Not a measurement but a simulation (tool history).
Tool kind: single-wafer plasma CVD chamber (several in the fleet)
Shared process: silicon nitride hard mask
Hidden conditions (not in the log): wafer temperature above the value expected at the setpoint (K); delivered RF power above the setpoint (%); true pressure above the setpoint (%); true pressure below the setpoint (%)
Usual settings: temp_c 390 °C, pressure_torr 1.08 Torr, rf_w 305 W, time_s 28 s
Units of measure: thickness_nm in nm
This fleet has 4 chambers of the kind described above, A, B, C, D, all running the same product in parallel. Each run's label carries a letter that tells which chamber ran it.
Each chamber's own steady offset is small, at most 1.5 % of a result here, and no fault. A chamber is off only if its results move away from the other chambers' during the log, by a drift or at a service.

run,hour,temp_c,pressure_torr,rf_w,time_s,hours since the last thermocouple change,hours since the last RF generator calibration,hours since the last manometer calibration,"read-back reference wafer on the same gauge, thickness_nm",thickness_nm
# hour 5.5: chamber C: thermocouple changed; heater temperature recalibrated
1B,7,390,1.08,305,28,1470.4,203,488.8,31.907,28.745
2C,19.1,390,1.08,305,28,13.7,1578.9,74.1,31.899,28.659
# hour 25.6: chamber A: thermocouple changed; heater temperature recalibrated
3A,30.4,390,1.08,305,28,4.9,487.8,492.2,31.866,28.605
4D,39,390,1.08,305,28,250.8,404,901.9,31.89,29.306
5C,51.6,390,1.08,305,28,46.2,1611.4,106.6,31.893,28.973
6B,59.5,390,1.08,305,28,1522.9,255.5,541.3,31.913,28.927
7D,69.5,390,1.08,305,28,281.3,434.5,932.4,31.876,29.341
8A,80.2,390,1.08,305,28,54.7,537.6,542,31.911,29.033
9B,87.7,390,1.08,305,28,1551.1,283.7,569.5,31.937,28.924
10A,96.9,390,1.08,305,28,71.4,554.3,558.7,31.921,28.764
11C,102.9,399,1.08,305,30.6,97.5,1662.7,157.9,31.86,31.466
12D,113.4,399,1.08,305,30.6,325.2,478.4,976.3,31.937,31.651
13C,123.9,399,1.08,305,30.6,118.5,1683.7,178.9,31.872,31.016
14D,130.5,399,1.08,305,30.6,342.3,495.5,993.4,31.902,31.615
# hour 139.4: chamber C: RF generator calibrated
15B,141.9,379,1.26,305,28,1605.3,337.9,623.7,31.876,30.586
16A,149.6,379,1.26,305,28,124.1,607,611.4,31.869,30.6
17D,160.5,379,1.26,305,28,372.3,525.5,1023.4,31.903,30.649
18B,167.3,379,1.26,305,28,1630.7,363.3,649.1,31.924,30.284
19C,176.4,390,1.08,305,28,171,37.1,231.4,31.912,29.027
20A,186.6,390,1.08,305,28,161.1,644,648.4,31.899,29.232
21D,195,390,1.08,305,28,406.8,560,1057.9,31.864,29.037
22C,201.3,390,1.08,305,28,195.9,62,256.3,31.943,29.124
23A,209.8,390,1.08,305,28,184.3,667.2,671.6,31.907,29.168
24B,217.4,390,1.08,305,28,1680.8,413.4,699.2,31.924,29.092
25C,223.5,390,1.08,305,28,218.1,84.2,278.5,31.912,28.822

Next, every chamber runs the same settings. What will each give?
26A,232.8,390,1.08,305,28,,,,,?
26B,232.8,390,1.08,305,28,,,,,?
26C,232.8,390,1.08,305,28,,,,,?
26D,232.8,390,1.08,305,28,,,,,?

run,thickness_nm
26A,28.929
26B,28.658
26C,29.002
26D,28.905
